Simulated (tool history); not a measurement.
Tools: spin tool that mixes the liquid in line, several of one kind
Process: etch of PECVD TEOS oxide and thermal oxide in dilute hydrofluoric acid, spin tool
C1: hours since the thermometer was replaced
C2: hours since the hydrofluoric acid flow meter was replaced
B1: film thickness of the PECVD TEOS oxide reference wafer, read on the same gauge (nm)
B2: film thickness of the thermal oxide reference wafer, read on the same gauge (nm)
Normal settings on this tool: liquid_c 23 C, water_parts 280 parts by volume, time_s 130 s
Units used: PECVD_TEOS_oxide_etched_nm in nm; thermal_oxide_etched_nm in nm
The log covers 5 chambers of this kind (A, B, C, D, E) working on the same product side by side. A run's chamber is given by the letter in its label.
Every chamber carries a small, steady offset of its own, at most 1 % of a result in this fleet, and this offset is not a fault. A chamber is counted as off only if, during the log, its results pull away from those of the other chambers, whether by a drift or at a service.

{"run": "1A", "hour": 2.8, "liquid_c": 23, "water_parts": 280, "time_s": 130, "C1": 1747.6, "C2": 1258.5, "B1": 40.012, "B2": 130, "PECVD_TEOS_oxide_etched_nm": 9.4604, "thermal_oxide_etched_nm": 1.7295}
{"run": "2E", "hour": 6.7, "liquid_c": 23, "water_parts": 280, "time_s": 130, "C1": 88.2, "C2": 959.8, "B1": 39.998, "B2": 129.99, "PECVD_TEOS_oxide_etched_nm": 9.5667, "thermal_oxide_etched_nm": 1.7385}
{"run": "3B", "hour": 9.5, "liquid_c": 23, "water_parts": 280, "time_s": 130, "C1": 25.3, "C2": 363.2, "B1": 40.021, "B2": 129.99, "PECVD_TEOS_oxide_etched_nm": 9.5579, "thermal_oxide_etched_nm": 1.6964}
{"run": "4C", "hour": 14.2, "liquid_c": 23, "water_parts": 280, "time_s": 130, "C1": 470.2, "C2": 882.8, "B1": 40.004, "B2": 129.98, "PECVD_TEOS_oxide_etched_nm": 9.6953, "thermal_oxide_etched_nm": 1.7202}
{"run": "5D", "hour": 17.4, "liquid_c": 19, "water_parts": 280, "time_s": 130, "C1": 252.9, "C2": 652.4, "B1": 40.002, "B2": 130, "PECVD_TEOS_oxide_etched_nm": 8.1574, "thermal_oxide_etched_nm": 1.4883}
{"run": "6B", "hour": 22.9, "liquid_c": 19, "water_parts": 280, "time_s": 130, "C1": 38.7, "C2": 376.6, "B1": 40.031, "B2": 130, "PECVD_TEOS_oxide_etched_nm": 8.0931, "thermal_oxide_etched_nm": 1.4811}
{"run": "7E", "hour": 25.7, "liquid_c": 19, "water_parts": 280, "time_s": 130, "C1": 107.2, "C2": 978.8, "B1": 40.021, "B2": 129.99, "PECVD_TEOS_oxide_etched_nm": 8.1963, "thermal_oxide_etched_nm": 1.4903}
{"run": "8C", "hour": 28.9, "liquid_c": 19, "water_parts": 280, "time_s": 130, "C1": 484.9, "C2": 897.5, "B1": 39.981, "B2": 129.98, "PECVD_TEOS_oxide_etched_nm": 8.2037, "thermal_oxide_etched_nm": 1.438}
{"run": "9D", "hour": 33.3, "liquid_c": 19, "water_parts": 280, "time_s": 130, "C1": 268.8, "C2": 668.3, "B1": 39.968, "B2": 129.98, "PECVD_TEOS_oxide_etched_nm": 8.2327, "thermal_oxide_etched_nm": 1.4969}
{"run": "10A", "hour": 38.5, "liquid_c": 23, "water_parts": 210, "time_s": 85, "C1": 1783.3, "C2": 1294.2, "B1": 40.011, "B2": 130, "PECVD_TEOS_oxide_etched_nm": 8.9236, "thermal_oxide_etched_nm": 1.6815}
{"run": "11A", "hour": 42.6, "liquid_c": 23, "water_parts": 210, "time_s": 85, "C1": 1787.4, "C2": 1298.3, "B1": 40.037, "B2": 130, "PECVD_TEOS_oxide_etched_nm": 8.9641, "thermal_oxide_etched_nm": 1.6547}
{"run": "12C", "hour": 45.3, "liquid_c": 23, "water_parts": 210, "time_s": 85, "C1": 501.3, "C2": 913.9, "B1": 40.015, "B2": 130.01, "PECVD_TEOS_oxide_etched_nm": 9.1604, "thermal_oxide_etched_nm": 1.6353}
{"run": "13B", "hour": 51.3, "liquid_c": 23, "water_parts": 210, "time_s": 85, "C1": 67.1, "C2": 405, "B1": 40.014, "B2": 130.02, "PECVD_TEOS_oxide_etched_nm": 9.0034, "thermal_oxide_etched_nm": 1.6042}
{"run": "14E", "hour": 56.8, "liquid_c": 23, "water_parts": 210, "time_s": 85, "C1": 138.3, "C2": 1009.9, "B1": 40, "B2": 130, "PECVD_TEOS_oxide_etched_nm": 8.9364, "thermal_oxide_etched_nm": 1.6558}
{"run": "15D", "hour": 62.6, "liquid_c": 23, "water_parts": 320, "time_s": 95, "C1": 298.1, "C2": 697.6, "B1": 39.986, "B2": 130, "PECVD_TEOS_oxide_etched_nm": 5.8083, "thermal_oxide_etched_nm": 1.0734}
{"run": "16A", "hour": 67.6, "liquid_c": 23, "water_parts": 320, "time_s": 95, "C1": 1812.4, "C2": 1323.3, "B1": 40.016, "B2": 130.01, "PECVD_TEOS_oxide_etched_nm": 5.9215, "thermal_oxide_etched_nm": 1.079}
{"run": "17B", "hour": 70.4, "liquid_c": 23, "water_parts": 320, "time_s": 95, "C1": 86.2, "C2": 424.1, "B1": 39.973, "B2": 130, "PECVD_TEOS_oxide_etched_nm": 5.9674, "thermal_oxide_etched_nm": 1.101}
{"run": "18D", "hour": 75.9, "liquid_c": 23, "water_parts": 320, "time_s": 95, "C1": 311.4, "C2": 710.9, "B1": 40.028, "B2": 129.99, "PECVD_TEOS_oxide_etched_nm": 5.8938, "thermal_oxide_etched_nm": 1.0752}
{"run": "19E", "hour": 81.0, "liquid_c": 23, "water_parts": 320, "time_s": 95, "C1": 162.5, "C2": 1034.1, "B1": 40.025, "B2": 130.02, "PECVD_TEOS_oxide_etched_nm": 5.8132, "thermal_oxide_etched_nm": 1.0996}
{"hour": 84.6, "done": "chamber D: hydrofluoric acid flow meter replaced"}
{"run": "20C", "hour": 84.6, "liquid_c": 23, "water_parts": 280, "time_s": 130, "C1": 540.6, "C2": 953.2, "B1": 40.03, "B2": 130, "PECVD_TEOS_oxide_etched_nm": 9.5705, "thermal_oxide_etched_nm": 1.6877}
{"run": "21E", "hour": 87.6, "liquid_c": 23, "water_parts": 280, "time_s": 130, "C1": 169.1, "C2": 1040.7, "B1": 39.977, "B2": 129.99, "PECVD_TEOS_oxide_etched_nm": 9.6156, "thermal_oxide_etched_nm": 1.6831}
{"run": "22D", "hour": 91.5, "liquid_c": 27, "water_parts": 280, "time_s": 175, "C1": 327, "C2": 7, "B1": 39.997, "B2": 130, "PECVD_TEOS_oxide_etched_nm": 14.796, "thermal_oxide_etched_nm": 2.6657}
{"run": "23B", "hour": 94.2, "liquid_c": 27, "water_parts": 280, "time_s": 175, "C1": 110, "C2": 447.9, "B1": 40.033, "B2": 130, "PECVD_TEOS_oxide_etched_nm": 15.585, "thermal_oxide_etched_nm": 2.7645}
{"run": "24C", "hour": 97.0, "liquid_c": 27, "water_parts": 280, "time_s": 175, "C1": 553, "C2": 965.6, "B1": 40.012, "B2": 130.01, "PECVD_TEOS_oxide_etched_nm": 14.736, "thermal_oxide_etched_nm": 2.7142}
{"run": "25A", "hour": 100.5, "liquid_c": 27, "water_parts": 280, "time_s": 175, "C1": 1845.3, "C2": 1356.2, "B1": 40.048, "B2": 130.01, "PECVD_TEOS_oxide_etched_nm": 14.534, "thermal_oxide_etched_nm": 2.7273}
{"run": "26B", "hour": 106.3, "liquid_c": 27, "water_parts": 280, "time_s": 175, "C1": 122.1, "C2": 460, "B1": 39.956, "B2": 130.02, "PECVD_TEOS_oxide_etched_nm": 15.305, "thermal_oxide_etched_nm": 2.7825}
{"run": "27E", "hour": 111.4, "liquid_c": 23, "water_parts": 280, "time_s": 130, "C1": 192.9, "C2": 1064.5, "B1": 40.01, "B2": 130, "PECVD_TEOS_oxide_etched_nm": 9.4971, "thermal_oxide_etched_nm": 1.7336}
{"run": "28D", "hour": 115.1, "liquid_c": 23, "water_parts": 280, "time_s": 130, "C1": 350.6, "C2": 30.6, "B1": 39.983, "B2": 130.01, "PECVD_TEOS_oxide_etched_nm": 9.4336, "thermal_oxide_etched_nm": 1.7895}
{"run": "29A", "hour": 120.0, "liquid_c": 23, "water_parts": 280, "time_s": 130, "C1": 1864.8, "C2": 1375.7, "B1": 40.033, "B2": 130, "PECVD_TEOS_oxide_etched_nm": 9.5683, "thermal_oxide_etched_nm": 1.7381}
{"run": "30C", "hour": 123.9, "liquid_c": 23, "water_parts": 280, "time_s": 130, "C1": 579.9, "C2": 992.5, "B1": 40.003, "B2": 130, "PECVD_TEOS_oxide_etched_nm": 9.5901, "thermal_oxide_etched_nm": 1.7233}
{"run": "31D", "hour": 127.8, "liquid_c": 23, "water_parts": 280, "time_s": 130, "C1": 363.3, "C2": 43.3, "B1": 40.005, "B2": 130.01, "PECVD_TEOS_oxide_etched_nm": 9.4904, "thermal_oxide_etched_nm": 1.7917}
{"run": "32A", "hour": 131.4, "liquid_c": 23, "water_parts": 280, "time_s": 130, "C1": 1876.2, "C2": 1387.1, "B1": 39.996, "B2": 130.01, "PECVD_TEOS_oxide_etched_nm": 9.6271, "thermal_oxide_etched_nm": 1.7364}
{"run": "33B", "hour": 134.4, "liquid_c": 28, "water_parts": 280, "time_s": 70, "C1": 150.2, "C2": 488.1, "B1": 39.978, "B2": 130.01, "PECVD_TEOS_oxide_etched_nm": 6.5237, "thermal_oxide_etched_nm": 1.1615}
{"run": "34C", "hour": 137.8, "liquid_c": 28, "water_parts": 280, "time_s": 70, "C1": 593.8, "C2": 1006.4, "B1": 40.039, "B2": 129.98, "PECVD_TEOS_oxide_etched_nm": 6.0941, "thermal_oxide_etched_nm": 1.1217}
{"run": "35E", "hour": 142.5, "liquid_c": 28, "water_parts": 280, "time_s": 70, "C1": 224, "C2": 1095.6, "B1": 40.023, "B2": 129.97, "PECVD_TEOS_oxide_etched_nm": 6.1598, "thermal_oxide_etched_nm": 1.1596}
{"run": "36E", "hour": 147.2, "liquid_c": 28, "water_parts": 280, "time_s": 70, "C1": 228.7, "C2": 1100.3, "B1": 39.98, "B2": 130.01, "PECVD_TEOS_oxide_etched_nm": 6.1213, "thermal_oxide_etched_nm": 1.0748}
{"run": "37A", "hour": 151.2, "liquid_c": 28, "water_parts": 280, "time_s": 70, "C1": 1896, "C2": 1406.9, "B1": 39.952, "B2": 129.99, "PECVD_TEOS_oxide_etched_nm": 6.0842, "thermal_oxide_etched_nm": 1.1134}
{"run": "38C", "hour": 155.9, "liquid_c": 20, "water_parts": 280, "time_s": 75, "C1": 611.9, "C2": 1024.5, "B1": 40.006, "B2": 130, "PECVD_TEOS_oxide_etched_nm": 5.041, "thermal_oxide_etched_nm": 0.89233}
{"run": "39D", "hour": 159.3, "liquid_c": 20, "water_parts": 280, "time_s": 75, "C1": 394.8, "C2": 74.8, "B1": 40, "B2": 130, "PECVD_TEOS_oxide_etched_nm": 4.8801, "thermal_oxide_etched_nm": 0.90072}

Is one chamber off against the others, does the gauge drift, or is nothing wrong? If a chamber is off, say which, and what the likeliest cause is.

Little by little, chamber B moves away from the other chambers.
Cause: hydrofluoric acid flow above the setpoint (%) = 6.91.
With only this log, it may be confused with: liquid hotter than its thermometer reads (K).

Here are 4 candidates for chamber B's next run, each the usual settings with a change, their results left as question marks. Which one brings its results back in line with what the others give on the usual settings?
Maximum distance from the other chambers' mean on the usual settings for a result to count as in line: PECVD_TEOS_oxide_etched_nm 0.3 nm; thermal_oxide_etched_nm 0.11 nm
{"run": "40B-1", "hour": 163.6, "liquid_c": 23, "water_parts": 290, "time_s": 125, "PECVD_TEOS_oxide_etched_nm": "?", "thermal_oxide_etched_nm": "?"}
{"run": "40B-2", "hour": 163.6, "liquid_c": 23, "water_parts": 295, "time_s": 120, "PECVD_TEOS_oxide_etched_nm": "?", "thermal_oxide_etched_nm": "?"}
{"run": "40B-3", "hour": 163.6, "liquid_c": 23, "water_parts": 260, "time_s": 140, "PECVD_TEOS_oxide_etched_nm": "?", "thermal_oxide_etched_nm": "?"}
{"run": "40B-4", "hour": 163.6, "liquid_c": 23, "water_parts": 270, "time_s": 135, "PECVD_TEOS_oxide_etched_nm": "?", "thermal_oxide_etched_nm": "?"}

Usual-settings mean across the other chambers: PECVD_TEOS_oxide_etched_nm 9.5438 nm; thermal_oxide_etched_nm 1.7421 nm
run=40B-1 PECVD_TEOS_oxide_etched_nm=9.5148 thermal_oxide_etched_nm=1.7422
run=40B-2 PECVD_TEOS_oxide_etched_nm=8.9391 thermal_oxide_etched_nm=1.6368
run=40B-3 PECVD_TEOS_oxide_etched_nm=12.216 thermal_oxide_etched_nm=2.2367
run=40B-4 PECVD_TEOS_oxide_etched_nm=11.24 thermal_oxide_etched_nm=2.058
Change 40B-1 lands the chamber within the allowed miss of the other chambers.

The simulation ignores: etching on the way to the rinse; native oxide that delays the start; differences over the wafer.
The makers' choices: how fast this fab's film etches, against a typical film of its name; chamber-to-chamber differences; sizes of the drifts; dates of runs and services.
